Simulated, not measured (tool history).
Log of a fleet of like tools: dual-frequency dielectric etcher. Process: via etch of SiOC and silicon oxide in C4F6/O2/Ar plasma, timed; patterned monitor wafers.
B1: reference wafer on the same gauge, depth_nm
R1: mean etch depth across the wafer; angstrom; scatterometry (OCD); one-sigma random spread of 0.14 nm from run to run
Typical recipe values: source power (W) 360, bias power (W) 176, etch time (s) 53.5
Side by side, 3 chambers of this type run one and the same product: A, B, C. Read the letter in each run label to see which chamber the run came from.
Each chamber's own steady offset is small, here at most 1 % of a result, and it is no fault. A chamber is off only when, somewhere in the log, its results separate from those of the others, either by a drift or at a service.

run 1B hour=9.1 | source_power_(W)=360 bias_power_(W)=176 etch_time_(s)=53.5 | B1=52.781 | R1=582.23
run 2C hour=21.4 | source_power_(W)=360 bias_power_(W)=176 etch_time_(s)=53.5 | B1=52.808 | R1=575.74
run 3A hour=28.9 | source_power_(W)=360 bias_power_(W)=176 etch_time_(s)=53.5 | B1=52.812 | R1=578.52
run 4C hour=42.5 | source_power_(W)=360 bias_power_(W)=176 etch_time_(s)=53.5 | B1=52.769 | R1=572.86
run 5B hour=54.4 | source_power_(W)=360 bias_power_(W)=176 etch_time_(s)=53.5 | B1=52.773 | R1=580.43
-- hour=62.8 chamber A: bias power generator calibrated
run 6A hour=68.7 | source_power_(W)=360 bias_power_(W)=176 etch_time_(s)=53.5 | B1=52.781 | R1=577.71
run 7C hour=78.5 | source_power_(W)=360 bias_power_(W)=176 etch_time_(s)=53.5 | B1=52.813 | R1=574.85
-- hour=87.6 chamber A: wet clean of the chamber
run 8A hour=91.2 | source_power_(W)=360 bias_power_(W)=176 etch_time_(s)=53.5 | B1=52.820 | R1=565.11
run 9B hour=106.5 | source_power_(W)=360 bias_power_(W)=176 etch_time_(s)=53.5 | B1=52.813 | R1=583.46
run 10C hour=120.4 | source_power_(W)=360 bias_power_(W)=176 etch_time_(s)=53.5 | B1=52.784 | R1=575.34
run 11B hour=131.1 | source_power_(W)=360 bias_power_(W)=176 etch_time_(s)=53.5 | B1=52.830 | R1=581.49
run 12A hour=138.3 | source_power_(W)=360 bias_power_(W)=176 etch_time_(s)=53.5 | B1=52.822 | R1=565.59
run 13B hour=152.5 | source_power_(W)=360 bias_power_(W)=176 etch_time_(s)=53.5 | B1=52.800 | R1=581.88
run 14A hour=162.3 | source_power_(W)=360 bias_power_(W)=161 etch_time_(s)=66.5 | B1=52.812 | R1=682.48
run 15C hour=171.0 | source_power_(W)=360 bias_power_(W)=161 etch_time_(s)=66.5 | B1=52.816 | R1=696.33
run 16C hour=183.1 | source_power_(W)=360 bias_power_(W)=161 etch_time_(s)=66.5 | B1=52.814 | R1=693.83
run 17A hour=190.9 | source_power_(W)=360 bias_power_(W)=176 etch_time_(s)=53.5 | B1=52.806 | R1=565.12
run 18B hour=199.4 | source_power_(W)=430 bias_power_(W)=176 etch_time_(s)=44.0 | B1=52.793 | R1=513.41
run 19C hour=209.3 | source_power_(W)=430 bias_power_(W)=176 etch_time_(s)=44.0 | B1=52.782 | R1=506.52
run 20B hour=223.5 | source_power_(W)=430 bias_power_(W)=176 etch_time_(s)=44.0 | B1=52.779 | R1=510.97
run 21A hour=235.8 | source_power_(W)=360 bias_power_(W)=176 etch_time_(s)=53.5 | B1=52.764 | R1=563.84
run 22B hour=247.7 | source_power_(W)=360 bias_power_(W)=176 etch_time_(s)=53.5 | B1=52.786 | R1=583.41
run 23A hour=256.1 | source_power_(W)=360 bias_power_(W)=176 etch_time_(s)=53.5 | B1=52.809 | R1=565.24
run 24C hour=271.4 | source_power_(W)=360 bias_power_(W)=176 etch_time_(s)=53.5 | B1=52.792 | R1=575.19
run 25A hour=283.1 | source_power_(W)=360 bias_power_(W)=176 etch_time_(s)=53.5 | B1=52.817 | R1=568.46

What goes on in this fleet: one chamber off, a drifting gauge, or nothing beyond the chambers' own small offsets? Name the chamber and the cause, if any.

After it was serviced, chamber A no longer matches the other chambers.
What lies behind it: etch rate under this chamber's usual, % = 2.15.

Which of the 4 candidates below, each the usual settings with something changed and its results left as question marks, puts chamber A back in line with what the other chambers give on the usual settings?
Allowed miss from the other chambers' usual-settings mean, per result, to count as in line: R1 5.00 angstrom
run 26A-1 hour=294.3 | source_power_(W)=380 bias_power_(W)=176 etch_time_(s)=53.5 | R1=?
run 26A-2 hour=294.3 | source_power_(W)=360 bias_power_(W)=179 etch_time_(s)=53.5 | R1=?
run 26A-3 hour=294.3 | source_power_(W)=360 bias_power_(W)=176 etch_time_(s)=52.5 | R1=?
run 26A-4 hour=294.3 | source_power_(W)=360 bias_power_(W)=176 etch_time_(s)=53.0 | R1=?

Mean of the other chambers on the usual settings: R1 578.12 angstrom
run=26A-1 R1=577.48
run=26A-2 R1=568.47
run=26A-3 R1=554.77
run=26A-4 R1=560.06
26A-1 is the one that brings the chamber's results back in line with the other chambers.

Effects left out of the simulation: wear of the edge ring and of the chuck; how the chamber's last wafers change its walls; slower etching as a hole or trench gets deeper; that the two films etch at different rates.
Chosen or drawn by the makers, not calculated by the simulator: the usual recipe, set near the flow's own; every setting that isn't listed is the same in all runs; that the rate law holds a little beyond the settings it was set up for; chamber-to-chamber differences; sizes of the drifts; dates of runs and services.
